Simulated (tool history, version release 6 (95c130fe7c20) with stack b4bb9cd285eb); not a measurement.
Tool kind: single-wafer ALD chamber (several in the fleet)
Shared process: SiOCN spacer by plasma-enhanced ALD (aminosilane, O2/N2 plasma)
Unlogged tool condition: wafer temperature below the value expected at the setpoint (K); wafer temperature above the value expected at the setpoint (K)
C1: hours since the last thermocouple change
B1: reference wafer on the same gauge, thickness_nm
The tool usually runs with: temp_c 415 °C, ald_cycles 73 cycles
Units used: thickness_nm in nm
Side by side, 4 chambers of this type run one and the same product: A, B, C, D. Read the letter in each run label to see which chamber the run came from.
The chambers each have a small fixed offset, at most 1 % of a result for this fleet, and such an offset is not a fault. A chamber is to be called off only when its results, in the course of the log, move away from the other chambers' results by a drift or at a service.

run 1C hour=6.5 | temp_c=415 ald_cycles=73 | C1=1565 | B1=4.848 | thickness_nm=4.2209
run 2B hour=18.4 | temp_c=415 ald_cycles=73 | C1=267.4 | B1=4.854 | thickness_nm=4.2239
run 3A hour=30.2 | temp_c=415 ald_cycles=73 | C1=445.6 | B1=4.8468 | thickness_nm=4.2115
run 4D hour=39.9 | temp_c=415 ald_cycles=73 | C1=1025.2 | B1=4.8514 | thickness_nm=4.2498
run 5B hour=50.9 | temp_c=415 ald_cycles=73 | C1=299.9 | B1=4.8457 | thickness_nm=4.244
run 6C hour=61 | temp_c=415 ald_cycles=73 | C1=1619.5 | B1=4.844 | thickness_nm=4.2058
run 7A hour=68.4 | temp_c=425 ald_cycles=66 | C1=483.8 | B1=4.857 | thickness_nm=3.6719
run 8D hour=75 | temp_c=425 ald_cycles=66 | C1=1060.3 | B1=4.8493 | thickness_nm=3.6872
run 9A hour=85.1 | temp_c=425 ald_cycles=66 | C1=500.5 | B1=4.8478 | thickness_nm=3.69
run 10C hour=95 | temp_c=425 ald_cycles=66 | C1=1653.5 | B1=4.8517 | thickness_nm=3.7188
run 11B hour=106.1 | temp_c=415 ald_cycles=73 | C1=355.1 | B1=4.8456 | thickness_nm=4.2469
run 12D hour=115.3 | temp_c=415 ald_cycles=73 | C1=1100.6 | B1=4.8472 | thickness_nm=4.239
run 13A hour=123.5 | temp_c=415 ald_cycles=73 | C1=538.9 | B1=4.8477 | thickness_nm=4.2419
run 14C hour=130.2 | temp_c=415 ald_cycles=73 | C1=1688.7 | B1=4.848 | thickness_nm=4.2039
run 15D hour=141.4 | temp_c=415 ald_cycles=73 | C1=1126.7 | B1=4.8484 | thickness_nm=4.2112
run 16B hour=152.1 | temp_c=415 ald_cycles=73 | C1=401.1 | B1=4.8485 | thickness_nm=4.2655
run 17C hour=161.7 | temp_c=429 ald_cycles=82 | C1=1720.2 | B1=4.8537 | thickness_nm=4.5104
run 18D hour=169.4 | temp_c=429 ald_cycles=82 | C1=1154.7 | B1=4.8492 | thickness_nm=4.535
run 19B hour=174.9 | temp_c=429 ald_cycles=82 | C1=423.9 | B1=4.8513 | thickness_nm=4.5439
run 20A hour=182.5 | temp_c=429 ald_cycles=82 | C1=597.9 | B1=4.8517 | thickness_nm=4.5213
run 21D hour=192.9 | temp_c=415 ald_cycles=73 | C1=1178.2 | B1=4.8537 | thickness_nm=4.2009
run 22A hour=200.2 | temp_c=415 ald_cycles=73 | C1=615.6 | B1=4.8496 | thickness_nm=4.2465
run 23C hour=210.7 | temp_c=415 ald_cycles=73 | C1=1769.2 | B1=4.8414 | thickness_nm=4.228
run 24B hour=220.7 | temp_c=415 ald_cycles=73 | C1=469.7 | B1=4.8493 | thickness_nm=4.2523
run 25A hour=231 | temp_c=415 ald_cycles=73 | C1=646.4 | B1=4.8575 | thickness_nm=4.223
run 26D hour=238.8 | temp_c=415 ald_cycles=73 | C1=1224.1 | B1=4.8498 | thickness_nm=4.2191
run 27C hour=251.2 | temp_c=407 ald_cycles=73 | C1=1809.7 | B1=4.8469 | thickness_nm=4.3443
run 28B hour=256.8 | temp_c=407 ald_cycles=73 | C1=505.8 | B1=4.8552 | thickness_nm=4.3462
run 29B hour=268.8 | temp_c=407 ald_cycles=73 | C1=517.8 | B1=4.852 | thickness_nm=4.3562
run 30C hour=274.7 | temp_c=407 ald_cycles=73 | C1=1833.2 | B1=4.8509 | thickness_nm=4.3421
run 31A hour=286.6 | temp_c=415 ald_cycles=73 | C1=702 | B1=4.8522 | thickness_nm=4.226
run 32D hour=292.9 | temp_c=415 ald_cycles=73 | C1=1278.2 | B1=4.8601 | thickness_nm=4.2154
run 33D hour=301.8 | temp_c=415 ald_cycles=73 | C1=1287.1 | B1=4.8456 | thickness_nm=4.2255
run 34B hour=308.6 | temp_c=415 ald_cycles=73 | C1=557.6 | B1=4.8526 | thickness_nm=4.2298
run 35C hour=316.4 | temp_c=409 ald_cycles=73 | C1=1874.9 | B1=4.8511 | thickness_nm=4.2713
run 36A hour=328.7 | temp_c=409 ald_cycles=73 | C1=744.1 | B1=4.8454 | thickness_nm=4.3034
run 37D hour=337.9 | temp_c=409 ald_cycles=73 | C1=1323.2 | B1=4.8512 | thickness_nm=4.3004
run 38A hour=345 | temp_c=409 ald_cycles=73 | C1=760.4 | B1=4.8461 | thickness_nm=4.2849
run 39C hour=354 | temp_c=415 ald_cycles=81 | C1=1912.5 | B1=4.8548 | thickness_nm=4.6937

What goes on in this fleet: one chamber off, a drifting gauge, or nothing beyond the chambers' own small offsets? Name the chamber and the cause, if any.

Nothing is wrong: each chamber keeps only its own small, steady offset and the gauge holds still.

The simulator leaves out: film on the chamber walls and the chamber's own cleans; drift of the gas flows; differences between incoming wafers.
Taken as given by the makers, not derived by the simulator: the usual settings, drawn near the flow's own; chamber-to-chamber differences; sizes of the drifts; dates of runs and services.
